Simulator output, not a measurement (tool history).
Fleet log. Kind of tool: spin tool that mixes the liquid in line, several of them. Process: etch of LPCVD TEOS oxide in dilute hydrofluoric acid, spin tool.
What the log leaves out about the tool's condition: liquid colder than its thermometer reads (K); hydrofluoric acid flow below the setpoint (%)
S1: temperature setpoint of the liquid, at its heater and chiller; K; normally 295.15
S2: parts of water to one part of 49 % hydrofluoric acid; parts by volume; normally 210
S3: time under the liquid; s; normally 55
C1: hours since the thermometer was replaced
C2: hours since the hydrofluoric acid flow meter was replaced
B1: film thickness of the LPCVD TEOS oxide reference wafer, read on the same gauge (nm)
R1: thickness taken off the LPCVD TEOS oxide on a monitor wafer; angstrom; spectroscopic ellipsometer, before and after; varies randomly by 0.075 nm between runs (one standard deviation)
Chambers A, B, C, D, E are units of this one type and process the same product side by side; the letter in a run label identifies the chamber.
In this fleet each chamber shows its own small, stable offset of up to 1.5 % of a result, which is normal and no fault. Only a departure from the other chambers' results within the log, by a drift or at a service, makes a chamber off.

run   hour      S1   S2  S3     C1      C2      B1       R1
 1A    5.3  295.15  210  55  306.9   375.3  39.998   96.683
 2C   14.1  295.15  210  55   92.4    59.1  39.993   97.671
 3E   22.7  295.15  210  55  263.1   113.4  40.009   97.899
 4D   32.2  295.15  210  55  136.4   782.9  39.973   97.778
 5B   39.0  295.15  210  55  572.7   182.8  40.018   98.367
 6C   45.1  295.15  305  35  123.4    90.1  40.004   38.894
 7B   54.4  295.15  305  35  588.1   198.2  40.029   39.315
 8A   65.3  295.15  305  35  366.9   435.3  39.976   39.183
 9D   74.5  295.15  305  35  178.7   825.2  40.003   39.823
10E   81.9  295.15  305  35  322.3   172.6  39.961   39.270
11A   90.2  295.15  210  55  391.8   460.2  40.019   98.575
12B   97.0  292.65  265  55  630.7   240.8  39.991   67.464
13E  104.9  292.65  265  55  345.3   195.6  39.992   65.569
14D  112.3  292.65  265  55  216.5   863.0  40.008   67.288
15C  118.3  292.65  265  55  196.6   163.3  39.985   66.469
16C  125.7  292.65  265  55  204.0   170.7  40.037   66.847
17B  132.1  295.15  210  55  665.8   275.9  40.015   98.436
18D  137.9  295.15  210  55  242.1   888.6  40.043   96.804
19E  145.4  295.15  210  55  385.8   236.1  40.001   95.828
20A  152.0  293.65  210  70  453.6   522.0  40.029  116.440
21E  161.9  293.65  210  70  402.3   252.6  40.025  113.540
22B  169.6  293.65  210  70  703.3   313.4  39.974  117.630
23D  178.4  293.65  210  70  282.6   929.1  39.997  117.140
24C  185.4  293.65  210  70  263.7   230.4  39.983  117.260
25A  195.8  295.15  210  55  497.4   565.8  39.985   96.716
26A  203.4  295.15  210  55  505.0   573.4  39.989   98.425
27B  208.5  295.15  245  55  742.2   352.3  40.019   81.113
28D  218.5  295.15  245  55  322.7   969.2  39.976   80.971
29C  226.8  295.15  245  55  305.1   271.8  40.001   80.035
30E  236.1  295.15  245  55  476.5   326.8  39.996   77.012
31E  244.3  295.15  245  55  484.7   335.0  39.965   75.336
32D  254.0  295.15  210  55  358.2  1004.7  40.006   97.013
33A  263.9  295.15  210  55  565.5   633.9  40.030   98.963
34C  271.2  295.15  210  55  349.5   316.2  39.980   96.953
35B  281.5  295.15  210  55  815.2   425.3  40.006   97.607
36A  287.0  295.15  210  55  588.6   657.0  39.990   97.947
37B  297.9  295.15  210  55  831.6   441.7  39.975   97.104
38C  308.4  293.65  210  65  386.7   353.4  40.011  109.190
39E  315.0  293.65  210  65  555.4   405.7  39.967  100.280

Is one chamber off against the others, does the gauge drift, or is nothing wrong? If a chamber is off, say which, and what the likeliest cause is.

Chamber E drifts away from the others.
Cause: liquid colder than its thermometer reads (K) = 1.82.
Not necessarily distinguishable in this log from: hydrofluoric acid flow below the setpoint (%).

Which of the 4 candidates below, each the usual settings with something changed and its results left as question marks, puts chamber E back in line with what the other chambers give on the usual settings?
Allowed miss from the other chambers' usual-settings mean, per result, to count as in line: R1 2.600 angstrom
40E-1  323.1  295.15  195  55               ?
40E-2  323.1  295.15  225  55               ?
40E-3  323.1  295.15  245  55               ?
40E-4  323.1  295.15  195  60               ?

On the usual settings, the other chambers give on average: R1 97.685 angstrom
  run       R1
40E-1   98.188
40E-2   82.737
40E-3   74.597
40E-4  107.110
With 40E-1, the chamber falls back in line with the rest.

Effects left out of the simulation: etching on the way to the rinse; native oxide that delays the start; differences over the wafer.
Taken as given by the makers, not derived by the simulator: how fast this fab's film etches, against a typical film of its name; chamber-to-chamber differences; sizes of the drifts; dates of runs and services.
